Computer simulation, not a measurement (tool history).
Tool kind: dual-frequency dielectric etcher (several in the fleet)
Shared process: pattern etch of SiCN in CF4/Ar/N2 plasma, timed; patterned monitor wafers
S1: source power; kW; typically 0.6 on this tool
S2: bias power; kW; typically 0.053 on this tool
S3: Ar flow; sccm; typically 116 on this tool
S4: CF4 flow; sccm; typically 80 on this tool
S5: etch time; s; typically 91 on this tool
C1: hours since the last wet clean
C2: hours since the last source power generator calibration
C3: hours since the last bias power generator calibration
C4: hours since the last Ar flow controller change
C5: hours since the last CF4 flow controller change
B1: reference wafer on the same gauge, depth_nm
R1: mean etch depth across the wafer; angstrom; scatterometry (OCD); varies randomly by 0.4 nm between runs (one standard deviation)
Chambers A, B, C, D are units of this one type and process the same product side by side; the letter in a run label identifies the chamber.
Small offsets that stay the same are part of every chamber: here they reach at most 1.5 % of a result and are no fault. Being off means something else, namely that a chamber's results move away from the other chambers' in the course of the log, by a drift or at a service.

run   hour    S1     S2   S3  S4  S5     C1      C2      C3      C4      C5      B1      R1
 1D    9.4   0.6  0.053  116  80  91  203.9  2611.5  1851.1   985.5  1880.9  83.231  910.28
 2B   21.6   0.6  0.053  116  80  91  439.8  1793.5   111.2  2601.5  2800.5  83.274  916.56
 3C   34.2   0.6  0.053  116  80  91  351.2     737  4108.7  4776.1    42.2   83.28  915.62
 4A   42.6   0.6  0.053  116  80  91  319.7  2008.8  2114.3  2419.5  3301.5  83.368  904.65
 5A   49.3   0.6  0.053  116  80  91  326.4  2015.5    2121  2426.2  3308.2  83.234  907.46
 6D   60.9   0.6  0.061  139  80  91  255.4    2663  1902.6    1037  1932.4   83.31  926.46
 7C   74.1   0.6  0.061  139  80  91  391.1   776.9  4148.6    4816    82.1  83.358  929.51
 8B     82   0.6  0.061  139  80  91  500.2  1853.9   171.6  2661.9  2860.9  83.268  919.56
 9A   94.4   0.6  0.061  139  80  91  371.5  2060.6  2166.1  2471.3  3353.3  83.339  920.97
10C  105.8   0.6  0.053  116  80  91  422.8   808.6  4180.3  4847.7   113.8  83.306  919.66
11D  115.3   0.6  0.053  116  80  91  309.8  2717.4    1957  1091.4  1986.8  83.366  911.91
12B  125.6   0.6  0.053  116  80  91  543.8  1897.5   215.2  2705.5  2904.5  83.288  916.89
13C  137.5   0.6  0.053  116  80  91  454.5   840.3    4212  4879.4   145.5  83.216  925.29
     146.2  -- chamber B: wet clean of the chamber
14B  150.7   0.6  0.053  116  80  91    4.5  1922.6   240.3  2730.6  2929.6  83.301  912.02
15D  164.3   0.6  0.053  116  62  91  358.8  2766.4    2006  1140.4  2035.8  83.289   870.9
     173.6  -- chamber D: wet clean of the chamber
16A  176.8   0.6  0.053  116  62  91  453.9    2143  2248.5  2553.7  3435.7   83.25  867.78
17C  185.8   0.6  0.053  116  62  91  502.8   888.6  4260.3  4927.7   193.8  83.271  880.03
18A  197.4   0.6  0.053  116  62  91  474.5  2163.6  2269.1  2574.3  3456.3  83.367  863.21
19D  206.1   0.6  0.043  116  87  91   32.5  2808.2  2047.8  1182.2  2077.6  83.305  870.39
20B  215.2   0.6  0.043  116  87  91     69  1987.1   304.8  2795.1  2994.1  83.263  869.31
21C  224.6   0.6  0.043  116  87  91  541.6   927.4  4299.1  4966.5   232.6  83.271  890.96
22D  230.7   0.6  0.043  116  87  91   57.1  2832.8  2072.4  1206.8  2102.2  83.378  869.55
23A  241.2   0.6  0.053  116  80  91  518.3  2207.4  2312.9  2618.1  3500.1   83.35   905.8
24B  249.4   0.6  0.053  116  80  91  103.2  2021.3     339  2829.3  3028.3  83.293  904.44
25C  255.6   0.6  0.053  116  80  91  572.6   958.4  4330.1  4997.5   263.6  83.224  933.81
26B  269.3   0.6  0.053  116  80  91  123.1  2041.2   358.9  2849.2  3048.2  83.281  909.21
     275.1  -- chamber A: source power generator calibrated
27D  281.6   0.6  0.053  116  80  91    108  2883.7  2123.3  1257.7  2153.1  83.214  907.03
28A  290.7   0.6  0.053  116  80  91  567.8    15.6  2362.4  2667.6  3549.6   83.37  904.63
29B    301   0.6  0.053  116  80  91  154.8  2072.9   390.6  2880.9  3079.9  83.243  901.95
30A  312.1   0.6  0.053  116  80  91  589.2      37  2383.8    2689    3571  83.359  906.71
31C  324.1   0.6  0.053  116  80  91  641.1  1026.9  4398.6    5066   332.1  83.237  938.03
32D  330.3   0.6  0.053  116  80  75  156.7  2932.4    2172  1306.4  2201.8  83.296  752.56
33C  341.2   0.6  0.053  116  80  75  658.2    1044  4415.7  5083.1   349.2  83.254  771.84
34A  351.1   0.6  0.053  116  80  75  628.2      76  2422.8    2728    3610  83.256  749.66
35D  364.1   0.6  0.053  116  80  75  190.5  2966.2  2205.8  1340.2  2235.6  83.295  752.47
36B  376.8   0.6  0.053  116  80  91  230.6  2148.7   466.4  2956.7  3155.7   83.29   914.8
     377.3  -- chamber A: wet clean of the chamber
37A  383.8   0.6  0.053  116  80  91    6.6   108.7  2455.5  2760.7  3642.7  83.274  899.82
38B  396.4   0.6  0.053  116  80  91  250.2  2168.3     486  2976.3  3175.3  83.288  912.68
39C  403.6  0.52  0.053  116  80  91  720.6  1106.4  4478.1  5145.5   411.6  83.345  832.48

Does one chamber stand apart from the rest, does the shared gauge drift, or is all well apart from small per-chamber offsets? Give the chamber and the most likely cause, where there is one.

Little by little, chamber C moves away from the other chambers.
Likeliest cause: etch rate over this chamber's usual, % = 2.73.
The log might look much the same if the cause were instead: source power that arrives over what is set, %.

Chamber C could run next with any of the 4 candidate recipes listed below; each alters the usual settings, and their results appear as question marks. Which one brings its results back in line with what the other chambers deliver on the usual settings?
Counts as in line when no further than this from what the other chambers average on the usual settings: R1 14 angstrom
40C-1  413.4  0.58  0.052  116  80  91                           ?
40C-2  413.4   0.6  0.053  116  79  84                           ?
40C-3  413.4  0.61  0.053  116  80  93                           ?
40C-4  413.4  0.62  0.053  115  80  95                           ?

The mean the other chambers reach with the usual settings: R1 908.9 angstrom
  run      R1
40C-1  909.63
40C-2   868.8
40C-3  978.34
40C-4  1015.5
Change 40C-1 lands the chamber within the allowed miss of the other chambers.

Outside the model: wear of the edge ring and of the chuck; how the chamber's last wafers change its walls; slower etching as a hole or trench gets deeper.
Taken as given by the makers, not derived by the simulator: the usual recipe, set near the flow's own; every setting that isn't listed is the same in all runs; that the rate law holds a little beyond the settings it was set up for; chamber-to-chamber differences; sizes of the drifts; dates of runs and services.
